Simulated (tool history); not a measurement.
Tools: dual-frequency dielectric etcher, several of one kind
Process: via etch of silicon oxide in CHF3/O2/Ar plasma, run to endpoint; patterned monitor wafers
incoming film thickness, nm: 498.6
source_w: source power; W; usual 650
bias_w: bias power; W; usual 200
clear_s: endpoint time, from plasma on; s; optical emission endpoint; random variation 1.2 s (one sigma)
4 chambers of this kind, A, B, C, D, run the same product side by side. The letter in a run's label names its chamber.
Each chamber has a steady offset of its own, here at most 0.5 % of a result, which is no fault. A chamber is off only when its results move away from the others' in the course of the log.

| run | day | source_w | bias_w | clear_s |
|---|---|---|---|---|
| 1A | 0.267 | 650 | 200 | 236.28 |
| 2B | 0.554 | 650 | 200 | 236.57 |
| 3C | 0.904 | 650 | 200 | 234.88 |
| 4D | 1.242 | 650 | 200 | 233.78 |
| 5C | 1.588 | 650 | 200 | 236.62 |
| 6D | 1.762 | 650 | 200 | 233.59 |
| 7B | 1.992 | 650 | 200 | 237.12 |
| 8A | 2.258 | 650 | 200 | 237.66 |
| 9B | 2.529 | 770 | 200 | 222.55 |
| 10D | 2.708 | 770 | 200 | 221.85 |
| 11C | 3.000 | 770 | 200 | 221.32 |
| 12A | 3.367 | 770 | 200 | 222.23 |
| 13A | 3.700 | 650 | 200 | 238.10 |
| 14B | 3.892 | 650 | 200 | 234.20 |
| 15D | 4.254 | 650 | 200 | 236.41 |
|  | 4.412 | chamber B: wet clean of the chamber |
| 16C | 4.521 | 650 | 200 | 236.04 |
|  | 4.592 | chamber D: source power generator calibrated |
| 17C | 4.733 | 650 | 200 | 236.14 |
| 18D | 5.112 | 650 | 157 | 252.94 |
| 19A | 5.417 | 650 | 157 | 256.43 |
| 20B | 5.721 | 650 | 157 | 252.25 |
|  | 5.838 | chamber A: wet clean of the chamber |
| 21B | 6.088 | 650 | 157 | 255.58 |
| 22A | 6.342 | 650 | 200 | 235.96 |
| 23C | 6.700 | 650 | 200 | 234.44 |
| 24D | 6.950 | 650 | 200 | 234.79 |
| 25B | 7.138 | 650 | 200 | 235.57 |
| 26A | 7.333 | 650 | 200 | 236.32 |
| 27D | 7.642 | 650 | 200 | 233.86 |
| 28C | 7.875 | 650 | 200 | 236.19 |
| 29D | 8.054 | 650 | 200 | 235.47 |
| 30A | 8.271 | 650 | 200 | 237.09 |
| 31B | 8.483 | 650 | 200 | 235.28 |
| 32C | 8.767 | 650 | 200 | 235.81 |
| 33C | 9.029 | 650 | 218 | 229.44 |
| 34D | 9.342 | 650 | 218 | 228.69 |

What goes on in this fleet: one chamber off, a drifting gauge, or nothing beyond the chambers' own small offsets? Name the chamber and the cause, if any.

No chamber stands off beyond its own small offset, and the gauge holds steady.

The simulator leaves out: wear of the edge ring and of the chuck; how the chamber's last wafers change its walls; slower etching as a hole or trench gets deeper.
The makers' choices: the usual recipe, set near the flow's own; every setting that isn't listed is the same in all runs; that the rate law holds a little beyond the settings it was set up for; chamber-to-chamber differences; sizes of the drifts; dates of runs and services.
